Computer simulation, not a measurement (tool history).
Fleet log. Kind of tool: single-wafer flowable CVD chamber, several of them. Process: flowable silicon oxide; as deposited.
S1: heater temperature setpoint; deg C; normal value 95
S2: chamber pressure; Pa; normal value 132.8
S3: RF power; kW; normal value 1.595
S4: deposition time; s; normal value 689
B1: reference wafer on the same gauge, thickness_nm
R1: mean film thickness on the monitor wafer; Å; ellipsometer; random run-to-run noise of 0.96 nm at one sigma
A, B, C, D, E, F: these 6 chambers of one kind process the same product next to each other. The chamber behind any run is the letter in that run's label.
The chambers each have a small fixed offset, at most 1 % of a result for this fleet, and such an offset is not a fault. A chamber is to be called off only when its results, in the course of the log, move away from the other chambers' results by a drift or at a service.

Run 1F, hour 8.1: usual settings; B1 516.63. Result: R1 6171.6 Å.
Run 2B, hour 14.3: usual settings; B1 516.85. Result: R1 6102.1 Å.
Run 3A, hour 26.6: usual settings; B1 516.61. Result: R1 6124.0 Å.
Run 4C, hour 36.9: usual settings; B1 516.78. Result: R1 6117.3 Å.
Run 5D, hour 45.6: usual settings; B1 516.61. Result: R1 6076.6 Å.
Run 6E, hour 54.2: usual settings but S3 1.440 kW; B1 516.77. Result: R1 5962.7 Å.
Run 7D, hour 62.2: usual settings but S3 1.440 kW; B1 516.52. Result: R1 5865.5 Å.
Run 8E, hour 74.0: usual settings but S3 1.440 kW; B1 516.39. Result: R1 5958.0 Å.
Run 9B, hour 86.3: usual settings but S3 1.440 kW; B1 516.31. Result: R1 5911.2 Å.
Run 10C, hour 96.3: usual settings but S3 1.440 kW; B1 516.50. Result: R1 5906.6 Å.
Run 11A, hour 102.2: usual settings but S3 1.440 kW; B1 516.33. Result: R1 5894.2 Å.
At hour 109.0: chamber D: capacitance manometer re-zeroed and calibrated.
Run 12F, hour 115.9: usual settings; B1 516.21. Result: R1 6133.9 Å.
Run 13A, hour 124.4: usual settings; B1 516.05. Result: R1 6083.7 Å.
Run 14B, hour 136.7: usual settings; B1 516.07. Result: R1 6118.1 Å.
Run 15F, hour 146.9: usual settings; B1 515.71. Result: R1 6120.9 Å.
Run 16C, hour 157.3: usual settings; B1 515.89. Result: R1 6109.5 Å.
Run 17E, hour 165.5: usual settings but S4 623 s; B1 515.70. Result: R1 5571.5 Å.
Run 18D, hour 175.6: usual settings but S4 623 s; B1 515.69. Result: R1 5481.2 Å.
Run 19F, hour 184.7: usual settings but S4 623 s; B1 515.76. Result: R1 5552.8 Å.
At hour 187.9: chamber A: RF generator calibrated.
Run 20B, hour 191.2: usual settings but S4 623 s; B1 515.71. Result: R1 5529.7 Å.
Run 21A, hour 203.6: usual settings but S4 623 s; B1 515.34. Result: R1 5511.1 Å.
At hour 206.9: chamber D: RF generator calibrated.
Run 22E, hour 210.0: usual settings but S4 623 s; B1 515.49. Result: R1 5566.4 Å.
Run 23D, hour 221.7: usual settings but S3 1.840 kW; B1 515.15. Result: R1 6312.4 Å.
Run 24C, hour 232.6: usual settings but S3 1.840 kW; B1 515.18. Result: R1 6352.6 Å.
Run 25E, hour 242.9: usual settings but S3 1.840 kW; B1 515.21. Result: R1 6403.8 Å.
Run 26D, hour 248.9: usual settings but S3 1.840 kW; B1 515.00. Result: R1 6312.2 Å.
Run 27F, hour 262.3: usual settings but S3 1.840 kW; B1 514.92. Result: R1 6380.2 Å.
At hour 264.8: chamber B: thermocouple changed; heater temperature recalibrated.
Run 28C, hour 272.2: usual settings but S3 1.840 kW; B1 515.02. Result: R1 6344.7 Å.
Run 29A, hour 285.2: usual settings; B1 514.89. Result: R1 6089.8 Å.
Run 30B, hour 296.6: usual settings; B1 514.65. Result: R1 6094.4 Å.
Run 31D, hour 307.5: usual settings; B1 514.69. Result: R1 6051.5 Å.
At hour 312.8: chamber A: capacitance manometer re-zeroed and calibrated.
Run 32C, hour 316.2: usual settings; B1 514.73. Result: R1 6095.0 Å.
At hour 318.6: chamber D: thermocouple changed; heater temperature recalibrated.
Run 33A, hour 328.9: usual settings; B1 514.55. Result: R1 6102.0 Å.
Run 34B, hour 339.0: usual settings; B1 514.66. Result: R1 6080.3 Å.
Run 35F, hour 345.3: usual settings; B1 514.58. Result: R1 6125.7 Å.
Run 36E, hour 356.3: usual settings; B1 514.57. Result: R1 6132.2 Å.
Run 37A, hour 368.2: usual settings; B1 513.99. Result: R1 6085.9 Å.
Run 38E, hour 379.8: usual settings but S1 107 deg C, S3 1.755 kW; B1 514.15. Result: R1 4245.4 Å.
Run 39D, hour 388.5: usual settings but S1 107 deg C, S3 1.755 kW; B1 514.21. Result: R1 4154.9 Å.
Run 40C, hour 397.5: usual settings but S1 107 deg C, S3 1.755 kW; B1 513.95. Result: R1 4207.6 Å.
Run 41B, hour 404.6: usual settings but S1 107 deg C, S3 1.755 kW; B1 513.81. Result: R1 4219.9 Å.
Run 42F, hour 416.6: usual settings but S1 107 deg C, S3 1.755 kW; B1 513.60. Result: R1 4236.8 Å.
Run 43E, hour 427.0: usual settings but S1 107 deg C, S3 1.755 kW; B1 513.88. Result: R1 4261.4 Å.

Read the log: is a single chamber off, either drifting away or since a service, is the gauge that measures every chamber drifting, or is nothing wrong beyond small per-chamber offsets? Name any odd chamber and what most likely caused it.

The gauge drifts, so all chambers seem to drift together. No chamber is off.
What lies behind it: gauge reads low (%) = 0.64.
